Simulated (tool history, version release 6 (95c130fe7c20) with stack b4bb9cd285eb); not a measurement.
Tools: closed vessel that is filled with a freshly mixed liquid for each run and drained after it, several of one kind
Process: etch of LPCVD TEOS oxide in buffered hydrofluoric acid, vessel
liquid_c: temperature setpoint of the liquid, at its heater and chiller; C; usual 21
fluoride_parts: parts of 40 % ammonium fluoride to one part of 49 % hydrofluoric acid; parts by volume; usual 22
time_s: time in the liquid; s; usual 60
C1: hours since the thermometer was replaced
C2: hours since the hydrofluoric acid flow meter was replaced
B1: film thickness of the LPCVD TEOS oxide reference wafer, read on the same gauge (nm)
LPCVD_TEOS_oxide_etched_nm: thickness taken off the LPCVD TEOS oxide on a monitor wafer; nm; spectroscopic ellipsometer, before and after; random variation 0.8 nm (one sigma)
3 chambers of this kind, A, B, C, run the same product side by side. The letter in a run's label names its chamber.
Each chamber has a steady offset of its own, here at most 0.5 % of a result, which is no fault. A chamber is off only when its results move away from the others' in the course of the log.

Run 1C, hour 6.9: usual settings; C1 2029.3; C2 513.2; B1 140.02. Result: LPCVD_TEOS_oxide_etched_nm 83.973 nm.
Run 2A, hour 18.2: usual settings; C1 258.6; C2 27.5; B1 140.01. Result: LPCVD_TEOS_oxide_etched_nm 84.726 nm.
Run 3B, hour 29.5: usual settings; C1 1749.4; C2 1047.3; B1 139.98. Result: LPCVD_TEOS_oxide_etched_nm 85.275 nm.
Run 4B, hour 39.5: usual settings; C1 1759.4; C2 1057.3; B1 140.01. Result: LPCVD_TEOS_oxide_etched_nm 84.585 nm.
Run 5A, hour 50.3: usual settings; C1 290.7; C2 59.6; B1 140.03. Result: LPCVD_TEOS_oxide_etched_nm 84.652 nm.
Run 6C, hour 58.1: usual settings but fluoride_parts 25 parts by volume; C1 2080.5; C2 564.4; B1 140.00. Result: LPCVD_TEOS_oxide_etched_nm 78.531 nm.
Run 7C, hour 69.2: usual settings but fluoride_parts 25 parts by volume; C1 2091.6; C2 575.5; B1 139.99. Result: LPCVD_TEOS_oxide_etched_nm 76.600 nm.
Run 8A, hour 80.1: usual settings but fluoride_parts 25 parts by volume; C1 320.5; C2 89.4; B1 140.01. Result: LPCVD_TEOS_oxide_etched_nm 77.844 nm.
Run 9B, hour 90.7: usual settings; C1 1810.6; C2 1108.5; B1 140.01. Result: LPCVD_TEOS_oxide_etched_nm 84.707 nm.
Run 10B, hour 99.5: usual settings; C1 1819.4; C2 1117.3; B1 139.99. Result: LPCVD_TEOS_oxide_etched_nm 85.147 nm.
Run 11C, hour 107.0: usual settings; C1 2129.4; C2 613.3; B1 139.99. Result: LPCVD_TEOS_oxide_etched_nm 85.703 nm.
Run 12A, hour 114.1: usual settings; C1 354.5; C2 123.4; B1 139.97. Result: LPCVD_TEOS_oxide_etched_nm 84.784 nm.
Run 13B, hour 123.6: usual settings but fluoride_parts 26 parts by volume, time_s 80 s; C1 1843.5; C2 1141.4; B1 140.00. Result: LPCVD_TEOS_oxide_etched_nm 100.500 nm.
Run 14A, hour 129.7: usual settings but fluoride_parts 26 parts by volume, time_s 80 s; C1 370.1; C2 139.0; B1 139.97. Result: LPCVD_TEOS_oxide_etched_nm 98.579 nm.
Run 15C, hour 137.7: usual settings but fluoride_parts 26 parts by volume, time_s 80 s; C1 2160.1; C2 644.0; B1 140.00. Result: LPCVD_TEOS_oxide_etched_nm 102.240 nm.
Run 16B, hour 144.1: usual settings; C1 1864.0; C2 1161.9; B1 139.99. Result: LPCVD_TEOS_oxide_etched_nm 85.412 nm.
Run 17A, hour 149.1: usual settings; C1 389.5; C2 158.4; B1 140.01. Result: LPCVD_TEOS_oxide_etched_nm 83.707 nm.
Run 18C, hour 158.0: usual settings; C1 2180.4; C2 664.3; B1 139.98. Result: LPCVD_TEOS_oxide_etched_nm 84.626 nm.
Run 19C, hour 164.0: usual settings; C1 2186.4; C2 670.3; B1 140.00. Result: LPCVD_TEOS_oxide_etched_nm 85.436 nm.
Run 20A, hour 172.8: usual settings; C1 413.2; C2 182.1; B1 140.02. Result: LPCVD_TEOS_oxide_etched_nm 84.622 nm.
Run 21B, hour 178.8: usual settings; C1 1898.7; C2 1196.6; B1 140.01. Result: LPCVD_TEOS_oxide_etched_nm 85.810 nm.
Run 22B, hour 187.3: usual settings; C1 1907.2; C2 1205.1; B1 139.98. Result: LPCVD_TEOS_oxide_etched_nm 88.346 nm.
Run 23A, hour 196.1: usual settings; C1 436.5; C2 205.4; B1 140.01. Result: LPCVD_TEOS_oxide_etched_nm 84.610 nm.
Run 24C, hour 203.2: usual settings; C1 2225.6; C2 709.5; B1 140.01. Result: LPCVD_TEOS_oxide_etched_nm 85.375 nm.
Run 25B, hour 210.4: usual settings; C1 1930.3; C2 1228.2; B1 140.00. Result: LPCVD_TEOS_oxide_etched_nm 88.130 nm.
Run 26A, hour 215.8: usual settings; C1 456.2; C2 225.1; B1 140.03. Result: LPCVD_TEOS_oxide_etched_nm 85.038 nm.
Run 27C, hour 227.1: usual settings but liquid_c 17 C, time_s 35 s; C1 2249.5; C2 733.4; B1 140.03. Result: LPCVD_TEOS_oxide_etched_nm 39.642 nm.
Run 28B, hour 235.4: usual settings but liquid_c 17 C, time_s 35 s; C1 1955.3; C2 1253.2; B1 140.00. Result: LPCVD_TEOS_oxide_etched_nm 42.009 nm.
Run 29A, hour 245.1: usual settings but liquid_c 17 C, time_s 35 s; C1 485.5; C2 254.4; B1 140.00. Result: LPCVD_TEOS_oxide_etched_nm 39.029 nm.
Run 30C, hour 253.4: usual settings; C1 2275.8; C2 759.7; B1 139.98. Result: LPCVD_TEOS_oxide_etched_nm 85.781 nm.
Run 31A, hour 259.9: usual settings; C1 500.3; C2 269.2; B1 140.04. Result: LPCVD_TEOS_oxide_etched_nm 85.198 nm.
Run 32B, hour 270.2: usual settings; C1 1990.1; C2 1288.0; B1 139.99. Result: LPCVD_TEOS_oxide_etched_nm 90.837 nm.
Run 33C, hour 275.9: usual settings; C1 2298.3; C2 782.2; B1 139.99. Result: LPCVD_TEOS_oxide_etched_nm 84.256 nm.
Run 34B, hour 282.6: usual settings; C1 2002.5; C2 1300.4; B1 139.99. Result: LPCVD_TEOS_oxide_etched_nm 91.711 nm.
Run 35A, hour 291.6: usual settings; C1 532.0; C2 300.9; B1 140.01. Result: LPCVD_TEOS_oxide_etched_nm 84.530 nm.
Run 36C, hour 301.5: usual settings; C1 2323.9; C2 807.8; B1 139.96. Result: LPCVD_TEOS_oxide_etched_nm 85.915 nm.
Run 37A, hour 309.5: usual settings; C1 549.9; C2 318.8; B1 139.98. Result: LPCVD_TEOS_oxide_etched_nm 83.708 nm.
Run 38B, hour 316.5: usual settings; C1 2036.4; C2 1334.3; B1 140.00. Result: LPCVD_TEOS_oxide_etched_nm 91.645 nm.
Run 39C, hour 321.9: usual settings but time_s 75 s; C1 2344.3; C2 828.2; B1 139.98. Result: LPCVD_TEOS_oxide_etched_nm 105.640 nm.

Next, every chamber runs the same settings. What will each give?
Run 40A, hour 330.2: usual settings but time_s 75 s. Result: LPCVD_TEOS_oxide_etched_nm ?.
Run 40B, hour 330.2: usual settings but time_s 75 s. Result: LPCVD_TEOS_oxide_etched_nm ?.
Run 40C, hour 330.2: usual settings but time_s 75 s. Result: LPCVD_TEOS_oxide_etched_nm ?.

run  LPCVD_TEOS_oxide_etched_nm
40A                     105.720
40B                     115.370
40C                     106.950
